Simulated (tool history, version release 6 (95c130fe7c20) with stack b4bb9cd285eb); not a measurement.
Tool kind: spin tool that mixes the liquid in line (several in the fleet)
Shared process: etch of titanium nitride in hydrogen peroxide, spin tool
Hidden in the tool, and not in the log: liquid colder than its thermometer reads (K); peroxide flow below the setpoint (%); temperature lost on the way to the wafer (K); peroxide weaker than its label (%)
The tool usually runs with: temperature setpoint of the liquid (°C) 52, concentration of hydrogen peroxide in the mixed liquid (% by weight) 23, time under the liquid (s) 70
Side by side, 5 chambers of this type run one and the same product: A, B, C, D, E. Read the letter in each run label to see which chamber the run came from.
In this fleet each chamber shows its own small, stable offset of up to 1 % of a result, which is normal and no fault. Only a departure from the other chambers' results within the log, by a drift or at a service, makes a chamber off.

run	hour	temperature setpoint of the liquid (°C)	concentration of hydrogen peroxide in the mixed liquid (% by weight)	time under the liquid (s)	hours since the thermometer was replaced	hours since the peroxide flow meter was replaced	hours since the heated supply line was repaired	hours since the drum of peroxide was connected	read-back film thickness of the titanium nitride reference wafer, read on the same gauge (nm)	thickness taken off the titanium nitride on a monitor wafer (angstrom)
# hour 3.2: chamber C: thermometer replaced
1A	5.2	52	23	70	1583.4	400.4	1080	682.5	130	51.691
# hour 8.7: chamber C: new drum of peroxide connected
# hour 12.2: chamber E: new drum of peroxide connected
2D	12.9	52	23	70	969.2	249.4	1088.5	125	130	51.604
3E	18.7	52	23	70	387.9	123.5	1127	6.5	130.02	51.643
4B	29.5	52	23	70	1286.3	250.5	2961.9	617	130.02	51.471
5C	41	52	23	70	37.9	573.7	2500.2	32.4	130.01	51.682
6D	49.3	52	23	70	1005.6	285.8	1124.9	161.4	130	52.664
7B	57	52	23	70	1313.8	278	2989.4	644.5	130	51.849
8E	62.6	43	23	35	431.8	167.4	1170.9	50.4	130.01	13.683
9A	69.4	43	23	35	1647.6	464.6	1144.2	746.7	130	13.559
10C	76.5	43	23	35	73.4	609.2	2535.7	67.9	130.01	13.224
11D	82.6	43	23	35	1038.9	319.1	1158.2	194.7	130	13.311
12A	89.5	43	23	35	1667.7	484.7	1164.3	766.8	130	13.74
13B	98.7	52	23	70	1355.5	319.7	3031.1	686.2	130	52.088
# hour 101: chamber B: new drum of peroxide connected
14E	104.5	52	23	70	473.7	209.3	1212.8	92.3	129.99	51.497
15C	110.7	52	23	70	107.6	643.4	2569.9	102.1	129.98	52.323
16B	116.8	52	23	70	1373.6	337.8	3049.2	15.9	130	51.647
17E	125.2	52	23	70	494.4	230	1233.5	113	129.99	51.763
18A	133.3	52	23	70	1711.5	528.5	1208.1	810.6	130.01	51.274
# hour 138.4: chamber D: thermometer replaced
19D	139.5	52	23	70	1.2	376	1215.1	251.6	130	51.525
20C	150.3	52	23	70	147.2	683	2609.5	141.7	130	52.543
21C	159.4	52	23	70	156.3	692.1	2618.6	150.8	129.99	52.113
22D	170.2	52	23	70	31.9	406.7	1245.8	282.3	130	52.251
23B	177.9	52	23	70	1434.7	398.9	3110.3	77	130	50.803
24A	184.7	52	23	70	1762.9	579.9	1259.5	862	129.99	51.869
25E	193.2	52	23	70	562.4	298	1301.5	181	130	51.834
26B	203.7	48	25.5	70	1460.5	424.7	3136.1	102.8	130	38.952
27D	208.9	48	25.5	70	70.6	445.4	1284.5	321	129.98	40.144
# hour 212.9: chamber E: heated supply line repaired
28A	219.7	48	25.5	70	1797.9	614.9	1294.5	897	130	40.384
29E	227.4	48	25.5	70	596.6	332.2	14.6	215.2	129.99	39.921
30C	234.6	48	25.5	70	231.5	767.3	2693.8	226	130.01	39.13
31D	241.6	52	23	70	103.3	478.1	1317.2	353.7	129.98	51.811
32E	247.4	52	23	70	616.6	352.2	34.6	235.2	129.99	52.395
33C	252.8	52	23	70	249.7	785.5	2712	244.2	130.01	51.08
34A	263.3	52	23	70	1841.5	658.5	1338.1	940.6	130.01	51.613
35B	272.1	52	23	70	1528.9	493.1	3204.5	171.2	130	48.987
36B	280.8	52	23	70	1537.6	501.8	3213.2	179.9	130.02	49.319
37D	290.3	52	23	70	152	526.8	1365.9	402.4	130.01	51.45
38E	300.8	52	23	70	670	405.6	88	288.6	129.99	52.872
# hour 305.8: chamber A: thermometer replaced
39A	308.8	52	23	70	3	704	1383.6	986.1	129.99	51.868

The same settings go to every chamber for the next run, one line per chamber below. Forecast the results for each:
40A	317.2	52	23	70						?
40B	317.2	52	23	70						?
40C	317.2	52	23	70						?
40D	317.2	52	23	70						?
40E	317.2	52	23	70						?

run	thickness taken off the titanium nitride on a monitor wafer (angstrom)
40A	52.449
40B	48.796
40C	52.588
40D	51.249
40E	51.998
